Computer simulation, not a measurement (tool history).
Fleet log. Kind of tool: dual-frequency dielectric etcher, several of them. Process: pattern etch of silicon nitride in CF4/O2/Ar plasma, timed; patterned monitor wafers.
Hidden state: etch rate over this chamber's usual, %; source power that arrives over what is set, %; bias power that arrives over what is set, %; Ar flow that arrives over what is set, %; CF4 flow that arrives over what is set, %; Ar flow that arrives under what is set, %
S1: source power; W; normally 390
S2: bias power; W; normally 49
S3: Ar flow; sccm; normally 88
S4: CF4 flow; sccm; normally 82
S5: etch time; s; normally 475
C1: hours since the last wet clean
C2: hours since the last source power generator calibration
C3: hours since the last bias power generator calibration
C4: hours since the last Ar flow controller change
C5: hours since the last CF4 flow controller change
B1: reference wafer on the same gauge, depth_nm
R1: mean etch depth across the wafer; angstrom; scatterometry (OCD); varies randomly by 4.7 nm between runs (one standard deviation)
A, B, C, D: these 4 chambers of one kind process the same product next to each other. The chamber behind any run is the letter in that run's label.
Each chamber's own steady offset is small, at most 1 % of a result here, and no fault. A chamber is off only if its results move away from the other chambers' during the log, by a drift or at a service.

run   hour   S1  S2   S3  S4   S5     C1      C2      C3      C4      C5      B1      R1
 1D    7.6  390  49   88  82  475  487.8   653.4   353.7   852.7   845.8  806.34  7210.7
      13.7  -- chamber C: CF4 flow controller replaced
 2A   21.8  390  49   88  82  475   49.7  2779.2  2915.2  1692.3   833.8  805.94  7095.5
 3B   33.6  390  49   88  82  475  360.0  2185.4   175.3  2066.9   105.7  805.89  7097.6
 4C   47.2  390  49   88  82  475   47.9  2005.3  3696.3  3660.2    33.6  804.48  7145.9
 5A   54.7  390  49   88  82  475   82.6  2812.1  2948.1  1725.2   866.7  804.42  7125.0
 6C   62.0  390  44   88  82  475   62.7  2020.1  3711.1  3675.0    48.4  804.76  6842.2
 7B   68.7  390  44   88  82  475  395.1  2220.5   210.4  2102.0   140.8  805.81  6809.9
 8D   83.7  390  44   88  82  475  563.9   729.5   429.8   928.8   921.9  805.17  6883.1
      84.0  -- chamber D: wet clean of the chamber
 9D   95.6  390  44   88  82  475   11.6   741.4   441.7   940.7   933.8  806.91  6857.8
10A  104.7  390  49   88  74  475  132.6  2862.1  2998.1  1775.2   916.7  806.34  7050.9
11C  111.5  390  49   88  74  475  112.2  2069.6  3760.6  3724.5    97.9  805.88  6998.5
12B  118.0  390  49   88  74  475  444.4  2269.8   259.7  2151.3   190.1  805.74  7121.0
13A  131.6  390  49   88  74  475  159.5  2889.0  3025.0  1802.1   943.6  805.21  7058.0
14D  145.2  390  49  107  82  475   61.2   791.0   491.3   990.3   983.4  804.28  6908.2
15B  158.3  390  49  107  82  475  484.7  2310.1   300.0  2191.6   230.4  806.82  6926.8
16C  172.4  390  49  107  82  475  173.1  2130.5  3821.5  3785.4   158.8  805.75  7094.7
17A  182.4  390  49  107  82  475  210.3  2939.8  3075.8  1852.9   994.4  806.72  6985.2
18D  192.2  390  49   88  82  475  108.2   838.0   538.3  1037.3  1030.4  807.25  7111.7
19B  198.7  390  49   88  90  475  525.1  2350.5   340.4  2232.0   270.8  806.85  7213.0
20C  206.2  390  49   88  90  475  206.9  2164.3  3855.3  3819.2   192.6  805.39  7203.3
21C  220.0  390  49   88  90  475  220.7  2178.1  3869.1  3833.0   206.4  806.66  7262.2
22D  234.4  390  49   88  90  475  150.4   880.2   580.5  1079.5  1072.6  806.61  7230.7
23A  244.2  390  49   88  82  475  272.1  3001.6  3137.6  1914.7  1056.2  805.72  7023.2
24B  256.0  390  49   88  82  475  582.4  2407.8   397.7  2289.3   328.1  806.64  7187.9
25B  263.8  390  49   88  82  475  590.2  2415.6   405.5  2297.1   335.9  804.35  7094.2
26A  272.4  390  49   88  82  475  300.3  3029.8  3165.8  1942.9  1084.4  805.02  7074.7
27C  283.0  390  49   88  82  475  283.7  2241.1  3932.1  3896.0   269.4  807.64  7153.2
28D  291.4  390  49   88  82  475  207.4   937.2   637.5  1136.5  1129.6  805.92  7171.4
29A  302.6  390  49   88  82  475  330.5  3060.0  3196.0  1973.1  1114.6  804.70  7130.4
     308.0  -- chamber C: Ar flow controller replaced
30C  314.4  390  49   88  82  475  315.1  2272.5  3963.5     6.5   300.8  805.54  7140.4
31D  324.8  390  49   88  82  475  240.8   970.6   670.9  1169.9  1163.0  806.06  7029.8
32B  332.8  390  49   88  82  475  659.2  2484.6   474.5  2366.1   404.9  805.18  7053.9
33D  340.7  390  49   88  82  475  256.7   986.5   686.8  1185.8  1178.9  806.52  7183.9
     344.1  -- chamber B: wet clean of the chamber
34C  347.3  390  49   88  82  475  348.0  2305.4  3996.4    39.4   333.7  805.44  7026.5
35B  359.0  390  49   88  70  392   15.0  2510.8   500.7  2392.3   431.1  804.44  5861.6
36A  367.0  390  49   88  70  392  394.9  3124.4  3260.4  2037.5  1179.0  805.71  5804.2
37B  375.6  390  49   88  70  392   31.6  2527.4   517.3  2408.9   447.7  805.35  5706.5
38A  390.4  390  49   88  70  392  418.3  3147.8  3283.8  2060.9  1202.4  805.09  5845.1
39D  404.6  390  49   88  70  475  320.6  1050.4   750.7  1249.7  1242.8  804.76  6970.5
40C  415.7  390  49   88  70  475  416.4  2373.8  4064.8   107.8   402.1  805.90  7048.9
41D  427.1  390  49   88  70  475  343.1  1072.9   773.2  1272.2  1265.3  806.19  6935.7

Each of the 4 chambers runs these same settings next. Fill in every chamber's results:
42A  437.8  390  37  88  82  475                           ?
42B  437.8  390  37  88  82  475                           ?
42C  437.8  390  37  88  82  475                           ?
42D  437.8  390  37  88  82  475                           ?

run      R1
42A  6446.1
42B  6450.5
42C  6394.0
42D  6459.4
